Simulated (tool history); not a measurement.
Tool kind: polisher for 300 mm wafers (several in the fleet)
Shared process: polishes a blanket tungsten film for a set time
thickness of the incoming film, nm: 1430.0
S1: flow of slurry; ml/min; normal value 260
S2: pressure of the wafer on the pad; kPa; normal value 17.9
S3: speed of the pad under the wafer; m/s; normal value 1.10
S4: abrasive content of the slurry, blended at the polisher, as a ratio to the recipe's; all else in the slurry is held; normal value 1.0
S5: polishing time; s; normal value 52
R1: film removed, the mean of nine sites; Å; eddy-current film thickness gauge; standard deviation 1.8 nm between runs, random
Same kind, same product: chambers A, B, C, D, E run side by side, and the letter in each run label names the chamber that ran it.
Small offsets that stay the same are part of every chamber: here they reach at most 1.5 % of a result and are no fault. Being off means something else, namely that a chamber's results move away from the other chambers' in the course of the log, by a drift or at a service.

{"run": "1A", "hour": 6.3, "S1": 260, "S2": 17.9, "S3": 1.1, "S4": 1.0, "S5": 52, "R1": 1658.7}
{"run": "2B", "hour": 11.7, "S1": 260, "S2": 17.9, "S3": 1.1, "S4": 1.0, "S5": 52, "R1": 1661.4}
{"run": "3E", "hour": 18.2, "S1": 260, "S2": 17.9, "S3": 1.1, "S4": 1.0, "S5": 52, "R1": 1671.7}
{"run": "4D", "hour": 23.2, "S1": 260, "S2": 17.9, "S3": 1.1, "S4": 1.0, "S5": 52, "R1": 1731.4}
{"hour": 24.1, "done": "chamber E: slurry blender recalibrated"}
{"run": "5C", "hour": 27.7, "S1": 260, "S2": 17.9, "S3": 1.1, "S4": 1.0, "S5": 52, "R1": 1656.0}
{"run": "6A", "hour": 33.4, "S1": 260, "S2": 17.9, "S3": 1.1, "S4": 1.0, "S5": 52, "R1": 1693.2}
{"hour": 36.0, "done": "chamber A: slurry tank refilled with fresh slurry and peroxide"}
{"run": "7E", "hour": 37.1, "S1": 260, "S2": 17.9, "S3": 1.1, "S4": 1.0, "S5": 52, "R1": 1673.3}
{"hour": 38.1, "done": "chamber D: slurry tank refilled with fresh slurry and peroxide"}
{"run": "8D", "hour": 40.6, "S1": 260, "S2": 17.9, "S3": 1.1, "S4": 1.0, "S5": 52, "R1": 1706.6}
{"run": "9B", "hour": 44.3, "S1": 260, "S2": 17.9, "S3": 1.1, "S4": 1.0, "S5": 52, "R1": 1678.1}
{"hour": 46.6, "done": "chamber E: worn pad replaced by a new one"}
{"hour": 47.2, "done": "chamber C: slurry tank refilled with fresh slurry and peroxide"}
{"hour": 48.9, "done": "chamber D: worn pad replaced by a new one"}
{"run": "10C", "hour": 51.2, "S1": 260, "S2": 17.9, "S3": 1.1, "S4": 1.0, "S5": 52, "R1": 1653.8}
{"hour": 51.7, "done": "chamber C: worn pad replaced by a new one"}
{"hour": 57.8, "done": "chamber B: slurry tank refilled with fresh slurry and peroxide"}
{"run": "11E", "hour": 58.8, "S1": 260, "S2": 17.9, "S3": 1.1, "S4": 1.0, "S5": 52, "R1": 1666.3}
{"run": "12B", "hour": 62.9, "S1": 260, "S2": 17.9, "S3": 1.1, "S4": 1.0, "S5": 52, "R1": 1686.2}
{"hour": 64.9, "done": "chamber A: worn pad replaced by a new one"}
{"run": "13A", "hour": 69.2, "S1": 260, "S2": 17.9, "S3": 1.1, "S4": 1.0, "S5": 52, "R1": 1706.7}
{"hour": 73.0, "done": "chamber B: worn pad replaced by a new one"}
{"run": "14C", "hour": 74.1, "S1": 260, "S2": 17.9, "S3": 1.1, "S4": 1.0, "S5": 52, "R1": 1641.3}
{"hour": 79.4, "done": "chamber C: slurry blender recalibrated"}
{"run": "15D", "hour": 79.5, "S1": 260, "S2": 17.9, "S3": 1.1, "S4": 1.0, "S5": 52, "R1": 1663.7}
{"hour": 82.3, "done": "chamber A: slurry tank refilled with fresh slurry and peroxide"}
{"run": "16E", "hour": 87.0, "S1": 260, "S2": 17.9, "S3": 1.1, "S4": 1.0, "S5": 52, "R1": 1637.5}
{"run": "17B", "hour": 94.1, "S1": 260, "S2": 17.9, "S3": 1.1, "S4": 1.0, "S5": 52, "R1": 1713.5}
{"run": "18D", "hour": 101.4, "S1": 260, "S2": 17.9, "S3": 1.1, "S4": 1.0, "S5": 52, "R1": 1691.6}
{"hour": 104.7, "done": "chamber C: worn pad replaced by a new one"}
{"run": "19C", "hour": 105.6, "S1": 260, "S2": 17.9, "S3": 0.76, "S4": 1.2, "S5": 52, "R1": 1219.4}
{"hour": 110.5, "done": "chamber D: slurry tank refilled with fresh slurry and peroxide"}
{"run": "20A", "hour": 112.8, "S1": 260, "S2": 17.9, "S3": 0.76, "S4": 1.2, "S5": 52, "R1": 1217.9}
{"run": "21B", "hour": 118.5, "S1": 260, "S2": 17.9, "S3": 0.76, "S4": 1.2, "S5": 52, "R1": 1226.8}
{"run": "22A", "hour": 122.1, "S1": 260, "S2": 17.9, "S3": 0.76, "S4": 1.2, "S5": 52, "R1": 1214.4}
{"hour": 122.4, "done": "chamber A: slurry tank refilled with fresh slurry and peroxide"}
{"hour": 126.1, "done": "chamber D: worn pad replaced by a new one"}
{"hour": 126.8, "done": "chamber B: slurry nozzle cleaned"}
{"run": "23D", "hour": 127.9, "S1": 260, "S2": 17.9, "S3": 0.76, "S4": 1.2, "S5": 52, "R1": 1210.6}
{"hour": 128.8, "done": "chamber E: slurry nozzle cleaned"}
{"run": "24C", "hour": 132.7, "S1": 260, "S2": 17.9, "S3": 1.1, "S4": 1.0, "S5": 52, "R1": 1667.3}
{"run": "25E", "hour": 137.1, "S1": 260, "S2": 17.9, "S3": 1.1, "S4": 1.0, "S5": 52, "R1": 1543.8}
{"run": "26A", "hour": 143.8, "S1": 260, "S2": 17.9, "S3": 1.1, "S4": 1.0, "S5": 52, "R1": 1700.8}
{"hour": 144.7, "done": "chamber D: slurry blender recalibrated"}
{"hour": 148.0, "done": "chamber E: worn pad replaced by a new one"}
{"run": "27C", "hour": 148.4, "S1": 260, "S2": 17.9, "S3": 1.1, "S4": 1.0, "S5": 52, "R1": 1664.0}
{"run": "28E", "hour": 154.3, "S1": 260, "S2": 17.9, "S3": 1.1, "S4": 1.0, "S5": 52, "R1": 1539.0}
{"run": "29D", "hour": 160.1, "S1": 260, "S2": 17.9, "S3": 1.1, "S4": 1.0, "S5": 52, "R1": 1685.8}
{"hour": 167.3, "done": "chamber B: worn pad replaced by a new one"}
{"run": "30B", "hour": 167.3, "S1": 260, "S2": 17.9, "S3": 1.1, "S4": 1.0, "S5": 52, "R1": 1679.1}
{"run": "31B", "hour": 173.5, "S1": 260, "S2": 17.9, "S3": 1.1, "S4": 1.0, "S5": 52, "R1": 1721.9}

Next, every chamber runs the same settings. What will each give?
{"run": "32A", "hour": 179.0, "S1": 260, "S2": 17.9, "S3": 1.1, "S4": 0.7, "S5": 52, "R1": "?"}
{"run": "32B", "hour": 179.0, "S1": 260, "S2": 17.9, "S3": 1.1, "S4": 0.7, "S5": 52, "R1": "?"}
{"run": "32C", "hour": 179.0, "S1": 260, "S2": 17.9, "S3": 1.1, "S4": 0.7, "S5": 52, "R1": "?"}
{"run": "32D", "hour": 179.0, "S1": 260, "S2": 17.9, "S3": 1.1, "S4": 0.7, "S5": 52, "R1": "?"}
{"run": "32E", "hour": 179.0, "S1": 260, "S2": 17.9, "S3": 1.1, "S4": 0.7, "S5": 52, "R1": "?"}

run=32A R1=1548.0
run=32B R1=1565.0
run=32C R1=1507.6
run=32D R1=1568.1
run=32E R1=1363.7

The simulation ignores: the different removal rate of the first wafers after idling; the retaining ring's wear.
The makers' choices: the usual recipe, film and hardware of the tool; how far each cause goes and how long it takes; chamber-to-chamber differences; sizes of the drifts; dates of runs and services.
